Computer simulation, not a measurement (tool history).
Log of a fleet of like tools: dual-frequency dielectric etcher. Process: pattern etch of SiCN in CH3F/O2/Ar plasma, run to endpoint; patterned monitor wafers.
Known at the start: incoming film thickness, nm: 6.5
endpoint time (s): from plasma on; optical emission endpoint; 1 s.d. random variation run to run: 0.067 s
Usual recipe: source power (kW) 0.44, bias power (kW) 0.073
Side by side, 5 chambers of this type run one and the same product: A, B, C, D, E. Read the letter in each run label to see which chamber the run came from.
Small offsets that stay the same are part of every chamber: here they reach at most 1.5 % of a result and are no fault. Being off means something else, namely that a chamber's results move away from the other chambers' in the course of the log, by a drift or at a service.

{"run": "1A", "hour": 2.1, "source power (kW)": 0.44, "bias power (kW)": 0.073, "endpoint time (s)": 16.737}
{"hour": 4.0, "done": "chamber D: wet clean of the chamber"}
{"run": "2D", "hour": 6.6, "source power (kW)": 0.44, "bias power (kW)": 0.073, "endpoint time (s)": 16.805}
{"run": "3B", "hour": 11.0, "source power (kW)": 0.44, "bias power (kW)": 0.073, "endpoint time (s)": 16.521}
{"run": "4C", "hour": 14.2, "source power (kW)": 0.44, "bias power (kW)": 0.073, "endpoint time (s)": 16.702}
{"run": "5E", "hour": 18.8, "source power (kW)": 0.44, "bias power (kW)": 0.073, "endpoint time (s)": 16.639}
{"run": "6D", "hour": 21.7, "source power (kW)": 0.51, "bias power (kW)": 0.073, "endpoint time (s)": 16.07}
{"run": "7A", "hour": 26.4, "source power (kW)": 0.51, "bias power (kW)": 0.073, "endpoint time (s)": 15.784}
{"run": "8E", "hour": 31.1, "source power (kW)": 0.51, "bias power (kW)": 0.073, "endpoint time (s)": 15.764}
{"run": "9B", "hour": 35.5, "source power (kW)": 0.51, "bias power (kW)": 0.073, "endpoint time (s)": 15.781}
{"run": "10C", "hour": 38.3, "source power (kW)": 0.51, "bias power (kW)": 0.073, "endpoint time (s)": 15.821}
{"run": "11C", "hour": 40.5, "source power (kW)": 0.44, "bias power (kW)": 0.073, "endpoint time (s)": 16.675}
{"run": "12A", "hour": 43.9, "source power (kW)": 0.44, "bias power (kW)": 0.073, "endpoint time (s)": 16.673}
{"run": "13D", "hour": 48.0, "source power (kW)": 0.44, "bias power (kW)": 0.073, "endpoint time (s)": 16.8}
{"run": "14B", "hour": 50.5, "source power (kW)": 0.44, "bias power (kW)": 0.073, "endpoint time (s)": 16.594}
{"run": "15E", "hour": 53.0, "source power (kW)": 0.44, "bias power (kW)": 0.073, "endpoint time (s)": 16.782}
{"run": "16E", "hour": 57.0, "source power (kW)": 0.44, "bias power (kW)": 0.073, "endpoint time (s)": 16.59}
{"run": "17B", "hour": 60.7, "source power (kW)": 0.44, "bias power (kW)": 0.073, "endpoint time (s)": 16.537}
{"run": "18C", "hour": 63.5, "source power (kW)": 0.44, "bias power (kW)": 0.073, "endpoint time (s)": 16.524}
{"run": "19A", "hour": 65.9, "source power (kW)": 0.44, "bias power (kW)": 0.073, "endpoint time (s)": 16.736}
{"run": "20D", "hour": 69.5, "source power (kW)": 0.44, "bias power (kW)": 0.073, "endpoint time (s)": 16.87}
{"run": "21E", "hour": 73.5, "source power (kW)": 0.44, "bias power (kW)": 0.073, "endpoint time (s)": 16.845}
{"run": "22A", "hour": 77.3, "source power (kW)": 0.44, "bias power (kW)": 0.073, "endpoint time (s)": 16.643}
{"run": "23B", "hour": 81.7, "source power (kW)": 0.37, "bias power (kW)": 0.073, "endpoint time (s)": 17.619}
{"run": "24C", "hour": 86.1, "source power (kW)": 0.37, "bias power (kW)": 0.073, "endpoint time (s)": 17.513}
{"run": "25D", "hour": 88.2, "source power (kW)": 0.37, "bias power (kW)": 0.073, "endpoint time (s)": 18}
{"run": "26A", "hour": 90.9, "source power (kW)": 0.37, "bias power (kW)": 0.073, "endpoint time (s)": 17.91}
{"run": "27E", "hour": 93.9, "source power (kW)": 0.37, "bias power (kW)": 0.073, "endpoint time (s)": 17.76}
{"run": "28B", "hour": 97.2, "source power (kW)": 0.44, "bias power (kW)": 0.073, "endpoint time (s)": 16.625}
{"run": "29C", "hour": 101.5, "source power (kW)": 0.44, "bias power (kW)": 0.073, "endpoint time (s)": 16.354}
{"run": "30D", "hour": 105.8, "source power (kW)": 0.44, "bias power (kW)": 0.073, "endpoint time (s)": 16.941}
{"run": "31C", "hour": 109.7, "source power (kW)": 0.44, "bias power (kW)": 0.073, "endpoint time (s)": 16.245}
{"run": "32D", "hour": 112.7, "source power (kW)": 0.44, "bias power (kW)": 0.073, "endpoint time (s)": 16.928}
{"run": "33B", "hour": 115.7, "source power (kW)": 0.44, "bias power (kW)": 0.073, "endpoint time (s)": 16.569}
{"run": "34E", "hour": 119.6, "source power (kW)": 0.44, "bias power (kW)": 0.073, "endpoint time (s)": 16.695}
{"run": "35A", "hour": 123.1, "source power (kW)": 0.44, "bias power (kW)": 0.073, "endpoint time (s)": 16.721}
{"run": "36C", "hour": 126.9, "source power (kW)": 0.44, "bias power (kW)": 0.073, "endpoint time (s)": 16.154}
{"run": "37E", "hour": 129.2, "source power (kW)": 0.44, "bias power (kW)": 0.073, "endpoint time (s)": 16.684}
{"run": "38A", "hour": 132.3, "source power (kW)": 0.44, "bias power (kW)": 0.073, "endpoint time (s)": 16.563}
{"run": "39B", "hour": 135.8, "source power (kW)": 0.48, "bias power (kW)": 0.068, "endpoint time (s)": 16.476}
{"run": "40D", "hour": 139.8, "source power (kW)": 0.48, "bias power (kW)": 0.068, "endpoint time (s)": 16.61}
{"run": "41E", "hour": 143.4, "source power (kW)": 0.48, "bias power (kW)": 0.068, "endpoint time (s)": 16.516}
{"run": "42A", "hour": 146.2, "source power (kW)": 0.48, "bias power (kW)": 0.068, "endpoint time (s)": 16.645}

For the next run the whole fleet of 5 chambers uses the same settings. Give each chamber's results:
{"run": "43A", "hour": 149.6, "source power (kW)": 0.44, "bias power (kW)": 0.073, "endpoint time (s)": "?"}
{"run": "43B", "hour": 149.6, "source power (kW)": 0.44, "bias power (kW)": 0.073, "endpoint time (s)": "?"}
{"run": "43C", "hour": 149.6, "source power (kW)": 0.44, "bias power (kW)": 0.073, "endpoint time (s)": "?"}
{"run": "43D", "hour": 149.6, "source power (kW)": 0.44, "bias power (kW)": 0.073, "endpoint time (s)": "?"}
{"run": "43E", "hour": 149.6, "source power (kW)": 0.44, "bias power (kW)": 0.073, "endpoint time (s)": "?"}

run=43A endpoint_time_(s)=16.62
run=43B endpoint_time_(s)=16.537
run=43C endpoint_time_(s)=16.153
run=43D endpoint_time_(s)=16.831
run=43E endpoint_time_(s)=16.728
